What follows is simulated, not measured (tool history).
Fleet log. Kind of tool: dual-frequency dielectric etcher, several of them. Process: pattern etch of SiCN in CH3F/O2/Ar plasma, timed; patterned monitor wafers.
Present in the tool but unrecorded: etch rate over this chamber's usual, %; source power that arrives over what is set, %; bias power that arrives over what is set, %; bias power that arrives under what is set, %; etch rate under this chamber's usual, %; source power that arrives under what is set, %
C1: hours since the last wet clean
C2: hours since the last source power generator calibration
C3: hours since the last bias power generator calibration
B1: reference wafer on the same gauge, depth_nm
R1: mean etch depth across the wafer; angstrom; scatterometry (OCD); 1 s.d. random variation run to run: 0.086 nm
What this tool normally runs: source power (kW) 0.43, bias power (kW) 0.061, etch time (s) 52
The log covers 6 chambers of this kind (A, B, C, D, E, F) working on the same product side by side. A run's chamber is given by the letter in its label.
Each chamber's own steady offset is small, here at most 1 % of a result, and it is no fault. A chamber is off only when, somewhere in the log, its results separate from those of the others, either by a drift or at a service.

Run 1C, hour 2.7: usual settings; C1 48.4; C2 1470.9; C3 1984.5; B1 17.49. Result: R1 190.67 angstrom.
Run 2D, hour 6: usual settings; C1 396.9; C2 27.5; C3 1324.4; B1 17.502. Result: R1 188.42 angstrom.
Run 3F, hour 8.5: usual settings; C1 168.9; C2 2157.5; C3 1873.2; B1 17.497. Result: R1 187.58 angstrom.
Run 4B, hour 11.1: usual settings; C1 50.2; C2 757.9; C3 148.6; B1 17.494. Result: R1 190.33 angstrom.
Run 5A, hour 13.4: usual settings; C1 317.4; C2 1854.3; C3 1161.8; B1 17.501. Result: R1 190.96 angstrom.
Run 6E, hour 16.5: usual settings; C1 438.7; C2 1877; C3 2597.9; B1 17.497. Result: R1 188.92 angstrom.
At hour 19.1: chamber D: wet clean of the chamber.
Run 7A, hour 20.4: usual settings but bias power (kW) 0.066, etch time (s) 42; C1 324.4; C2 1861.3; C3 1168.8; B1 17.5. Result: R1 157.27 angstrom.
Run 8E, hour 22.4: usual settings but bias power (kW) 0.066, etch time (s) 42; C1 444.6; C2 1882.9; C3 2603.8; B1 17.501. Result: R1 157.21 angstrom.
Run 9F, hour 24.4: usual settings but bias power (kW) 0.066, etch time (s) 42; C1 184.8; C2 2173.4; C3 1889.1; B1 17.505. Result: R1 157.06 angstrom.
Run 10C, hour 27.7: usual settings but bias power (kW) 0.066, etch time (s) 42; C1 73.4; C2 1495.9; C3 2009.5; B1 17.489. Result: R1 157.44 angstrom.
Run 11D, hour 31.8: usual settings but bias power (kW) 0.066, etch time (s) 42; C1 12.7; C2 53.3; C3 1350.2; B1 17.514. Result: R1 156.67 angstrom.
Run 12B, hour 33.8: usual settings but bias power (kW) 0.066, etch time (s) 42; C1 72.9; C2 780.6; C3 171.3; B1 17.488. Result: R1 157.28 angstrom.
Run 13C, hour 35.9: usual settings; C1 81.6; C2 1504.1; C3 2017.7; B1 17.515. Result: R1 190.33 angstrom.
Run 14A, hour 38.4: usual settings; C1 342.4; C2 1879.3; C3 1186.8; B1 17.481. Result: R1 190.72 angstrom.
Run 15B, hour 40.5: usual settings; C1 79.6; C2 787.3; C3 178; B1 17.487. Result: R1 190.14 angstrom.
Run 16D, hour 44.8: usual settings but source power (kW) 0.53; C1 25.7; C2 66.3; C3 1363.2; B1 17.5. Result: R1 206.17 angstrom.
At hour 46.6: chamber E: wet clean of the chamber.
Run 17F, hour 48.8: usual settings but source power (kW) 0.53; C1 209.2; C2 2197.8; C3 1913.5; B1 17.501. Result: R1 203.44 angstrom.
Run 18E, hour 51.7: usual settings but source power (kW) 0.53; C1 5.1; C2 1912.2; C3 2633.1; B1 17.513. Result: R1 194.56 angstrom.
Run 19C, hour 55.8: usual settings but source power (kW) 0.53; C1 101.5; C2 1524; C3 2037.6; B1 17.495. Result: R1 206.43 angstrom.
Run 20F, hour 59.1: usual settings but source power (kW) 0.53; C1 219.5; C2 2208.1; C3 1923.8; B1 17.494. Result: R1 204.13 angstrom.
Run 21D, hour 61.7: usual settings but source power (kW) 0.53; C1 42.6; C2 83.2; C3 1380.1; B1 17.509. Result: R1 205.59 angstrom.
Run 22E, hour 64.2: usual settings; C1 17.6; C2 1924.7; C3 2645.6; B1 17.5. Result: R1 180.7 angstrom.
Run 23A, hour 66.2: usual settings; C1 370.2; C2 1907.1; C3 1214.6; B1 17.498. Result: R1 189.29 angstrom.
Run 24B, hour 70.4: usual settings; C1 109.5; C2 817.2; C3 207.9; B1 17.484. Result: R1 191.82 angstrom.
Run 25C, hour 73.3: usual settings; C1 119; C2 1541.5; C3 2055.1; B1 17.488. Result: R1 189.1 angstrom.
Run 26E, hour 77.1: usual settings; C1 30.5; C2 1937.6; C3 2658.5; B1 17.497. Result: R1 178.54 angstrom.
Run 27A, hour 80: usual settings; C1 384; C2 1920.9; C3 1228.4; B1 17.475. Result: R1 189.68 angstrom.
Run 28B, hour 84.1: usual settings; C1 123.2; C2 830.9; C3 221.6; B1 17.498. Result: R1 189.03 angstrom.
Run 29D, hour 86.4: usual settings; C1 67.3; C2 107.9; C3 1404.8; B1 17.512. Result: R1 187.35 angstrom.
Run 30F, hour 88.4: usual settings but bias power (kW) 0.071; C1 248.8; C2 2237.4; C3 1953.1; B1 17.502. Result: R1 198.86 angstrom.
Run 31F, hour 91.6: usual settings but bias power (kW) 0.071; C1 252; C2 2240.6; C3 1956.3; B1 17.525. Result: R1 196.67 angstrom.
Run 32A, hour 95: usual settings but bias power (kW) 0.071; C1 399; C2 1935.9; C3 1243.4; B1 17.493. Result: R1 199.38 angstrom.
Run 33B, hour 97: usual settings but bias power (kW) 0.071; C1 136.1; C2 843.8; C3 234.5; B1 17.525. Result: R1 200.23 angstrom.
Run 34E, hour 99.1: usual settings but bias power (kW) 0.071; C1 52.5; C2 1959.6; C3 2680.5; B1 17.489. Result: R1 189.22 angstrom.
Run 35D, hour 101.7: usual settings but bias power (kW) 0.071; C1 82.6; C2 123.2; C3 1420.1; B1 17.476. Result: R1 200.36 angstrom.
Run 36C, hour 105.7: usual settings; C1 151.4; C2 1573.9; C3 2087.5; B1 17.481. Result: R1 189.63 angstrom.
Run 37E, hour 108.1: usual settings; C1 61.5; C2 1968.6; C3 2689.5; B1 17.499. Result: R1 180.1 angstrom.
Run 38F, hour 110.7: usual settings; C1 271.1; C2 2259.7; C3 1975.4; B1 17.486. Result: R1 185.6 angstrom.
Run 39A, hour 114: usual settings; C1 418; C2 1954.9; C3 1262.4; B1 17.512. Result: R1 190.2 angstrom.
Run 40B, hour 116.8: usual settings; C1 155.9; C2 863.6; C3 254.3; B1 17.514. Result: R1 190.86 angstrom.

Decide between three cases: one chamber stands off from its peers, the gauge reading all wafers drifts, or nothing is wrong past each chamber's small offset. Where a chamber is off, say which and what most likely put it there.

The work done on chamber E during a service left it standing apart from the others.
Most likely cause: etch rate under this chamber's usual, % = 4.84.

Below are 4 candidate recipes for chamber E's next run, each the usual settings with a change, their results shown as question marks. Which of them brings E's results back in line with what the other chambers give on the usual settings?
In line means no further than this from the other chambers' mean on the usual settings: R1 3 angstrom
Run 41E-1, hour 119.9: usual settings but bias power (kW) 0.046. Result: R1 ?.
Run 41E-2, hour 119.9: usual settings but source power (kW) 0.47, bias power (kW) 0.065. Result: R1 ?.
Run 41E-3, hour 119.9: usual settings but source power (kW) 0.37. Result: R1 ?.
Run 41E-4, hour 119.9: usual settings but source power (kW) 0.44, bias power (kW) 0.062, etch time (s) 56. Result: R1 ?.

Other chambers, usual settings, mean: R1 189.41 angstrom
  run      R1
41E-1  163.97
41E-2  190.15
41E-3   169.8
41E-4  196.49
Change 41E-2 lands the chamber within the allowed miss of the other chambers.
